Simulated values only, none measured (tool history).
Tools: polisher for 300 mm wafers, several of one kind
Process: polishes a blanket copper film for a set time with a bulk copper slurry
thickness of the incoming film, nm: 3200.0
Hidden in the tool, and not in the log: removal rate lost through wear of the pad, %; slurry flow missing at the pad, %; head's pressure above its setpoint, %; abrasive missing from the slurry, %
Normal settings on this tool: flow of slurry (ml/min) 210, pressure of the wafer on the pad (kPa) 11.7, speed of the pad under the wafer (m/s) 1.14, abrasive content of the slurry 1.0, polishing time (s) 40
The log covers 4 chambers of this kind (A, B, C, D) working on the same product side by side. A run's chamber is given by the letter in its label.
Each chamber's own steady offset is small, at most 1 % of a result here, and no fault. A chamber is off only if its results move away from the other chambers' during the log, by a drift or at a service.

run	hour	flow of slurry (ml/min)	pressure of the wafer on the pad (kPa)	speed of the pad under the wafer (m/s)	abrasive content of the slurry	polishing time (s)	wafers polished on this pad	hours since the slurry nozzle was cleaned	hours since the head pressure was calibrated	hours since the slurry blender was calibrated	film removed (nm)
1C	5.9	210	11.7	1.14	1.0	40	815	598.0	28.2	137.8	223.95
2A	15.5	210	11.7	1.14	1.0	40	794	241.5	302.7	244.9	225.38
3B	27.7	210	11.7	1.14	1.0	40	533	259.4	534.5	76.5	223.46
# hour 28.0: chamber D: slurry nozzle cleaned
4D	35.6	210	11.7	1.14	1.0	40	304	7.7	1246.5	50.3	222.89
5B	45.5	185	11.7	1.14	1.0	40	676	277.2	552.3	94.3	220.64
# hour 53.0: chamber A: slurry blender recalibrated
# hour 55.2: chamber A: worn pad replaced by a new one
6A	55.4	185	11.7	1.14	1.0	40	1	281.4	342.6	2.4	218.85
# hour 55.8: chamber C: worn pad replaced by a new one
# hour 65.2: chamber B: slurry blender recalibrated
7C	66.5	185	11.7	1.14	1.0	40	86	658.6	88.8	198.4	218.41
8D	78.4	185	11.7	1.14	1.0	40	648	50.5	1289.3	93.1	223.02
# hour 79.4: chamber B: worn pad replaced by a new one
9C	88.1	210	11.7	1.14	1.0	40	260	680.2	110.4	220.0	225.44
10B	93.9	210	11.7	1.14	1.0	40	116	325.6	600.7	28.7	225.64
11D	101.6	210	11.7	1.14	1.0	40	835	73.7	1312.5	116.3	221.98
12A	113.3	210	11.7	1.14	1.0	40	467	339.3	400.5	60.3	222.16
# hour 113.6: chamber C: slurry blender recalibrated
# hour 114.4: chamber B: slurry nozzle cleaned
# hour 114.9: chamber D: worn pad replaced by a new one
13D	119.2	210	11.7	1.14	1.0	40	34	91.3	1330.1	133.9	225.27
# hour 119.7: chamber A: head pressure recalibrated
14B	129.2	210	11.7	1.14	1.0	40	400	14.9	636.0	64.0	225.90
# hour 130.3: chamber C: slurry nozzle cleaned
15A	141.0	210	11.7	1.14	1.0	40	689	367.0	21.4	88.0	224.70
16C	151.6	210	11.7	1.14	1.0	40	770	21.4	173.9	38.0	222.32
17A	163.9	210	11.7	1.14	1.0	40	873	389.9	44.3	110.9	223.39
18D	169.9	210	11.7	1.14	1.0	40	442	142.0	1380.8	184.6	222.94
19B	178.5	210	11.7	1.14	1.0	40	796	64.2	685.3	113.3	222.14
20C	188.4	210	11.7	1.14	1.0	46	1066	58.2	210.7	74.8	258.05
# hour 189.7: chamber C: worn pad replaced by a new one
# hour 190.6: chamber B: head pressure recalibrated
21A	194.3	210	11.7	1.14	1.0	46	1118	420.3	74.7	141.3	254.55
# hour 196.8: chamber A: worn pad replaced by a new one
22D	200.8	210	11.7	1.14	1.0	46	690	172.9	1411.7	215.5	257.44
# hour 202.2: chamber B: slurry blender recalibrated
23B	206.3	210	11.7	1.14	1.0	46	1020	92.0	15.7	4.1	255.29
24C	213.9	210	11.7	1.14	1.0	40	194	83.7	236.2	100.3	222.30
25A	219.7	210	11.7	1.14	1.0	40	184	445.7	100.1	166.7	218.51
# hour 227.5: chamber D: worn pad replaced by a new one
26D	227.9	210	11.7	1.14	0.9	26	3	200.0	1438.8	242.6	141.43
# hour 229.3: chamber D: head pressure recalibrated
# hour 229.8: chamber B: worn pad replaced by a new one
27C	238.2	210	11.7	1.14	0.9	26	389	108.0	260.5	124.6	141.88
28B	250.0	210	11.7	1.14	0.9	26	162	135.7	59.4	47.8	142.27
29A	258.0	210	11.7	1.14	0.9	26	492	484.0	138.4	205.0	136.54
30C	267.9	210	11.7	1.14	1.0	40	628	137.7	290.2	154.3	223.73
# hour 268.9: chamber C: head pressure recalibrated
31D	275.1	210	11.7	1.14	0.8	34	383	247.2	45.9	289.8	183.51
32B	283.5	210	11.7	1.14	0.8	34	432	169.2	92.9	81.3	180.92
# hour 285.3: chamber A: slurry blender recalibrated
33C	292.3	210	11.7	1.14	0.8	34	824	162.1	23.5	178.7	180.67
34B	301.6	210	11.7	1.14	0.8	34	577	187.3	111.0	99.4	181.85
35D	311.8	210	11.7	1.14	1.0	40	678	283.9	82.6	326.5	225.29
36A	320.3	210	11.7	1.14	1.0	40	993	546.3	200.7	35.0	213.94
37D	326.8	210	15.2	1.00	1.0	40	798	298.9	97.6	341.5	255.74
# hour 336.9: chamber A: worn pad replaced by a new one
# hour 337.8: chamber B: slurry blender recalibrated
38C	338.6	210	15.2	1.00	1.0	40	1197	208.4	69.8	225.0	250.82
39A	347.8	210	15.2	1.00	1.0	40	87	573.8	228.2	62.5	239.57
40B	358.0	210	15.2	1.00	1.0	40	1031	243.7	167.4	20.2	251.76
41A	368.9	210	11.7	1.14	1.0	40	257	594.9	249.3	83.6	211.05

All chambers now run identical settings, listed one chamber a line with results as question marks. What results will each chamber show?
42A	377.8	210	11.7	1.14	1.0	40					?
42B	377.8	210	11.7	1.14	1.0	40					?
42C	377.8	210	11.7	1.14	1.0	40					?
42D	377.8	210	11.7	1.14	1.0	40					?

run	film removed (nm)
42A	207.93
42B	221.00
42C	221.31
42D	223.36
